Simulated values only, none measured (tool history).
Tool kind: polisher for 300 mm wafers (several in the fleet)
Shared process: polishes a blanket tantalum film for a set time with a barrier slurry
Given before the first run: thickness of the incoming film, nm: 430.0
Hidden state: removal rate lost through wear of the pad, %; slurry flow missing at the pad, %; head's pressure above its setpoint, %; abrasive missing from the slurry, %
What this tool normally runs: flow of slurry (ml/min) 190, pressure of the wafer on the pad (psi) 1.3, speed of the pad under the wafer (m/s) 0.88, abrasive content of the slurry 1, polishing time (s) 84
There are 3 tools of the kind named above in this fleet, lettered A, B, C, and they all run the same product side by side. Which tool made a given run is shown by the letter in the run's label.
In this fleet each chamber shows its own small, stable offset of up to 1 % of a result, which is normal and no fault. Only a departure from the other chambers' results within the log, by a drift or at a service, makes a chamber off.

run   hour  flow of slurry (ml/min)  pressure of the wafer on the pad (psi)  speed of the pad under the wafer (m/s)  abrasive content of the slurry  polishing time (s)  wafers polished on this pad  hours since the slurry nozzle was cleaned  hours since the head pressure was calibrated  hours since the slurry blender was calibrated  film removed (angstrom)
 1C    8.7                      190                                     1.3                                    0.88                               1                  84                          576                                      197.4                                          51.5                                           79.6                   720.92
       9.7  -- chamber A: slurry nozzle cleaned
 2B   17.4                      190                                     1.3                                    0.88                               1                  84                          882                                      221.7                                          1113                                          188.1                    711.9
      20.8  -- chamber C: slurry nozzle cleaned
 3A   29.4                      190                                     1.3                                    0.88                               1                  84                         1036                                       19.8                                         233.7                                          118.3                   719.01
      35.4  -- chamber C: worn pad replaced by a new one
 4A   36.7                      190                                     1.3                                    0.88                               1                  84                         1119                                       27.1                                           241                                          125.6                   713.11
 5B   46.1                      190                                     1.3                                    0.88                               1                  84                         1212                                      250.4                                        1141.7                                          216.8                   701.36
      49.7  -- chamber A: slurry blender recalibrated
 6C   54.2                      190                                     1.3                                    0.88                               1                  84                          216                                       33.4                                            97                                          125.1                   717.59
      54.5  -- chamber B: worn pad replaced by a new one
      56.3  -- chamber B: slurry blender recalibrated
      56.4  -- chamber A: worn pad replaced by a new one
 7C   68.2                      190                                     1.3                                    0.88                               1                  84                          377                                       47.4                                           111                                          139.1                   721.11
 8B   81.5                      190                                     1.3                                    0.88                               1                  84                          311                                      285.8                                        1177.1                                           25.2                   715.25
 9A   95.3                      190                                     1.3                                    0.88                               1                  84                          447                                       85.7                                         299.6                                           45.7                   724.01
10B  105.4                      190                                     1.3                                    0.88                               1                  84                          585                                      309.7                                          1201                                           49.1                   708.05
     107.3  -- chamber B: slurry nozzle cleaned
     109.4  -- chamber C: worn pad replaced by a new one
11A  117.3                      190                                     1.3                                    0.88                               1                  84                          700                                      107.7                                         321.6                                           67.7                    734.7
12C  130.6                      190                                     1.3                                    0.88                               1                  84                          244                                      109.8                                         173.4                                          201.5                   724.07
     141.8  -- chamber C: slurry blender recalibrated
13B  143.1                      170                                     1.3                                    0.88                            1.25                  84                         1018                                       35.8                                        1238.7                                           86.8                   738.54
     153.6  -- chamber B: head pressure recalibrated
14A  154.3                      170                                     1.3                                    0.88                            1.25                  84                         1125                                      144.7                                         358.6                                          104.7                   767.88
15C    167                      170                                     1.3                                    0.88                            1.25                  84                          662                                      146.2                                         209.8                                           25.2                   757.78
16C  179.3                      190                                     0.9                                    0.88                               1                  84                          803                                      158.5                                         222.1                                           37.5                   500.08
     182.4  -- chamber B: worn pad replaced by a new one
     185.8  -- chamber A: worn pad replaced by a new one
       189  -- chamber C: worn pad replaced by a new one
17B  192.1                      190                                     0.9                                    0.88                               1                  84                          111                                       84.8                                          38.6                                          135.8                    493.3
       196  -- chamber A: slurry blender recalibrated
18A    201                      190                                     0.9                                    0.88                               1                  84                          175                                      191.4                                         405.3                                            5.1                   511.93
19C  213.1                      190                                     1.3                                    0.88                               1                  84                          277                                      192.3                                         255.9                                           71.3                   721.47
     218.2  -- chamber C: slurry nozzle cleaned
20B  226.6                      190                                     1.3                                    0.88                               1                  84                          507                                      119.3                                          73.1                                          170.3                   700.29
21A  236.4                      190                                     1.3                                    0.88                               1                  84                          581                                      226.8                                         440.7                                           40.5                    756.2
22B  243.6                      190                                     1.3                                    0.88                               1                  84                          703                                      136.3                                          90.1                                          187.3                   716.03
23A  250.1                      190                                     1.3                                    0.88                               1                  84                          739                                      240.5                                         454.4                                           54.2                   745.19
24C  264.4                      190                                     1.3                                    0.88                               1                  84                          866                                       46.2                                         307.2                                          122.6                   728.27
     266.7  -- chamber B: slurry blender recalibrated
25B  274.4                      190                                     1.3                                    0.88                               1                  84                         1056                                      167.1                                         120.9                                            7.8                   713.98
       278  -- chamber C: worn pad replaced by a new one
26C  281.6                      130                                     1.3                                    1.08                               1                  84                           42                                       63.4                                         324.4                                          139.8                   848.01
27A  294.1                      130                                     1.3                                    1.08                               1                  84                         1244                                      284.5                                         498.4                                           98.2                   874.82
     294.5  -- chamber B: worn pad replaced by a new one
     298.4  -- chamber A: worn pad replaced by a new one
28B  307.2                      130                                     1.3                                    1.08                               1                  84                          146                                      199.9                                         153.7                                           40.6                   808.07
     308.2  -- chamber A: slurry blender recalibrated
29A  319.6                      190                                     1.3                                    0.88                               1                  84                          244                                        310                                         523.9                                           11.5                   759.19
30C  332.4                      190                                     1.3                                    1.08                             1.2                  84                          625                                      114.2                                         375.2                                          190.6                   928.59
31C  345.5                      190                                     1.3                                    1.08                             1.2                  84                          775                                      127.3                                         388.3                                          203.7                    929.5
32A  356.5                      190                                     1.3                                    1.08                             1.2                  84                          667                                      346.9                                         560.8                                           48.4                   994.88
33B  370.4                      190                                     1.3                                    0.88                               1                  84                          872                                      263.1                                         216.9                                          103.8                   708.73
     372.8  -- chamber C: worn pad replaced by a new one
34C  379.8                      190                                     1.3                                    0.88                               1                  84                           80                                      161.6                                         422.6                                            238                   723.37
35B  386.2                      190                                     1.3                                    0.88                               1                  84                         1054                                      278.9                                         232.7                                          119.6                   717.93
36A  394.8                      190                                     1.3                                    0.66                             1.2                  84                         1107                                      385.2                                         599.1                                           86.7                   610.12
     398.9  -- chamber C: slurry blender recalibrated
37A  401.6                      190                                     1.3                                    0.66                             1.2                  84                         1185                                        392                                         605.9                                           93.5                   606.84
38C  413.4                      190                                     1.3                                    0.66                             1.2                  84                          466                                      195.2                                         456.2                                           14.5                   574.51

All 3 chambers run these settings next. Forecast each chamber's results:
39A  423.6                      190                                     1.3                                    0.88                               1                  84                                                                                                                                                                                             ?
39B  423.6                      190                                     1.3                                    0.88                               1                  84                                                                                                                                                                                             ?
39C  423.6                      190                                     1.3                                    0.88                               1                  84                                                                                                                                                                                             ?

run  film removed (angstrom)
39A                   771.82
39B                   700.27
39C                   714.35
